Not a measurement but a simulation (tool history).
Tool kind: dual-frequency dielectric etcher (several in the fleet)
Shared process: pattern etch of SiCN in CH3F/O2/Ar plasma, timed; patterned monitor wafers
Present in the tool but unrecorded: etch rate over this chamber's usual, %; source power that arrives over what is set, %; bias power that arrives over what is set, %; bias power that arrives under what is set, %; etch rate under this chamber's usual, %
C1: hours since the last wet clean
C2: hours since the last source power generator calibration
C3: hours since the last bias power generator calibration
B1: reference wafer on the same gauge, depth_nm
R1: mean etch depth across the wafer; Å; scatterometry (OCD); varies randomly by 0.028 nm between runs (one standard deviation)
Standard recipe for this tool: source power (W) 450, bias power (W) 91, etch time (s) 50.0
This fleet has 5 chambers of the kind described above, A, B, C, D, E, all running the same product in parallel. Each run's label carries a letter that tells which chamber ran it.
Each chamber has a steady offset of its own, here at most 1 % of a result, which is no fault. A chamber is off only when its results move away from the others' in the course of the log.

Run 1C, day 0.342: usual settings; C1 265.5; C2 1006.0; C3 1350.9; B1 18.894. Result: R1 212.87 Å.
Run 2D, day 0.929: usual settings; C1 166.2; C2 2977.6; C3 2551.1; B1 18.893. Result: R1 213.01 Å.
Run 3B, day 1.546: usual settings; C1 467.0; C2 1069.8; C3 2370.3; B1 18.894. Result: R1 212.76 Å.
Run 4E, day 2.158: usual settings; C1 198.8; C2 364.0; C3 2202.4; B1 18.890. Result: R1 212.68 Å.
Run 5A, day 2.542: usual settings; C1 215.6; C2 2760.6; C3 3798.6; B1 18.894. Result: R1 214.53 Å.
Run 6C, day 3.212: usual settings; C1 334.4; C2 1074.9; C3 1419.8; B1 18.886. Result: R1 212.80 Å.
Run 7E, day 3.638: usual settings; C1 234.3; C2 399.5; C3 2237.9; B1 18.882. Result: R1 212.48 Å.
Run 8B, day 4.033: usual settings; C1 526.7; C2 1129.5; C3 2430.0; B1 18.879. Result: R1 212.62 Å.
Run 9D, day 4.638: usual settings; C1 255.2; C2 3066.6; C3 2640.1; B1 18.882. Result: R1 212.10 Å.
Run 10A, day 5.012: usual settings; C1 274.9; C2 2819.9; C3 3857.9; B1 18.872. Result: R1 214.43 Å.
Run 11D, day 5.425: usual settings but source power (W) 510, etch time (s) 59.0; C1 274.1; C2 3085.5; C3 2659.0; B1 18.878. Result: R1 263.23 Å.
Run 12B, day 6.000: usual settings but source power (W) 510, etch time (s) 59.0; C1 573.9; C2 1176.7; C3 2477.2; B1 18.873. Result: R1 262.85 Å.
Run 13C, day 6.300: usual settings but source power (W) 510, etch time (s) 59.0; C1 408.5; C2 1149.0; C3 1493.9; B1 18.872. Result: R1 262.32 Å.
At day 6.858: chamber B: wet clean of the chamber.
Run 14A, day 6.896: usual settings but source power (W) 510, etch time (s) 59.0; C1 320.1; C2 2865.1; C3 3903.1; B1 18.868. Result: R1 264.93 Å.
Run 15E, day 7.567: usual settings but source power (W) 510, etch time (s) 59.0; C1 328.6; C2 493.8; C3 2332.2; B1 18.868. Result: R1 262.71 Å.
Run 16E, day 8.050: usual settings; C1 340.2; C2 505.4; C3 2343.8; B1 18.871. Result: R1 212.42 Å.
At day 8.242: chamber C: wet clean of the chamber.
Run 17C, day 8.367: usual settings but source power (W) 350; C1 3.0; C2 1198.6; C3 1543.5; B1 18.864. Result: R1 193.38 Å.
Run 18B, day 8.904: usual settings but source power (W) 350; C1 49.2; C2 1246.4; C3 2546.9; B1 18.855. Result: R1 193.59 Å.
Run 19D, day 9.492: usual settings but source power (W) 350; C1 371.7; C2 3183.1; C3 2756.6; B1 18.855. Result: R1 193.06 Å.
Run 20A, day 10.071: usual settings but source power (W) 350; C1 396.3; C2 2941.3; C3 3979.3; B1 18.843. Result: R1 194.56 Å.
Run 21C, day 10.717: usual settings but source power (W) 350; C1 59.4; C2 1255.0; C3 1599.9; B1 18.851. Result: R1 193.25 Å.
Run 22E, day 11.321: usual settings; C1 418.7; C2 583.9; C3 2422.3; B1 18.842. Result: R1 212.66 Å.
Run 23D, day 11.888: usual settings; C1 429.2; C2 3240.6; C3 2814.1; B1 18.837. Result: R1 211.96 Å.
Run 24B, day 12.292: usual settings; C1 130.5; C2 1327.7; C3 2628.2; B1 18.845. Result: R1 211.97 Å.
At day 12.558: chamber E: wet clean of the chamber.
Run 25A, day 12.738: usual settings but bias power (W) 98, etch time (s) 57.5; C1 460.3; C2 3005.3; C3 4043.3; B1 18.839. Result: R1 252.98 Å.
At day 13.362: chamber D: wet clean of the chamber.
Run 26B, day 13.388: usual settings but bias power (W) 98, etch time (s) 57.5; C1 156.8; C2 1354.0; C3 2654.5; B1 18.834. Result: R1 250.96 Å.
Run 27C, day 13.829: usual settings but bias power (W) 98, etch time (s) 57.5; C1 134.1; C2 1329.7; C3 1674.6; B1 18.837. Result: R1 250.50 Å.
At day 14.308: chamber A: wet clean of the chamber.
Run 28E, day 14.404: usual settings but bias power (W) 98, etch time (s) 57.5; C1 44.4; C2 657.9; C3 2496.3; B1 18.829. Result: R1 250.74 Å.
Run 29A, day 15.054: usual settings but bias power (W) 98, etch time (s) 57.5; C1 18.0; C2 3060.9; C3 4098.9; B1 18.833. Result: R1 252.76 Å.
Run 30D, day 15.696: usual settings; C1 56.1; C2 3332.0; C3 2905.5; B1 18.825. Result: R1 211.96 Å.
Run 31A, day 16.225: usual settings but source power (W) 360, etch time (s) 59.5; C1 46.1; C2 3089.0; C3 4127.0; B1 18.824. Result: R1 234.00 Å.
Run 32E, day 16.650: usual settings but source power (W) 360, etch time (s) 59.5; C1 98.3; C2 711.8; C3 2550.2; B1 18.821. Result: R1 231.52 Å.
Run 33D, day 16.988: usual settings but source power (W) 360, etch time (s) 59.5; C1 87.1; C2 3363.0; C3 2936.5; B1 18.819. Result: R1 231.14 Å.
Run 34B, day 17.492: usual settings but source power (W) 360, etch time (s) 59.5; C1 255.3; C2 1452.5; C3 2753.0; B1 18.814. Result: R1 232.14 Å.
Run 35C, day 17.950: usual settings but source power (W) 360, etch time (s) 59.5; C1 233.0; C2 1428.6; C3 1773.5; B1 18.816. Result: R1 232.69 Å.
Run 36C, day 18.525: usual settings; C1 246.8; C2 1442.4; C3 1787.3; B1 18.806. Result: R1 211.82 Å.
Run 37A, day 19.175: usual settings; C1 116.9; C2 3159.8; C3 4197.8; B1 18.804. Result: R1 213.48 Å.
Run 38E, day 19.600: usual settings; C1 169.1; C2 782.6; C3 2621.0; B1 18.813. Result: R1 211.87 Å.
Run 39D, day 20.271: usual settings; C1 165.9; C2 3441.8; C3 3015.3; B1 18.801. Result: R1 211.30 Å.
Run 40B, day 20.892: usual settings; C1 336.9; C2 1534.1; C3 2834.6; B1 18.804. Result: R1 211.60 Å.

Which is it: a chamber that has drifted or been left off by a service, a gauge drift common to all chambers, or only each chamber's usual small offset? If a chamber is off, name it and its likeliest cause.

None of the chambers is off. What moves is the gauge, dragging all their readings along together.
Most likely cause: gauge reads low (%) = 0.533.

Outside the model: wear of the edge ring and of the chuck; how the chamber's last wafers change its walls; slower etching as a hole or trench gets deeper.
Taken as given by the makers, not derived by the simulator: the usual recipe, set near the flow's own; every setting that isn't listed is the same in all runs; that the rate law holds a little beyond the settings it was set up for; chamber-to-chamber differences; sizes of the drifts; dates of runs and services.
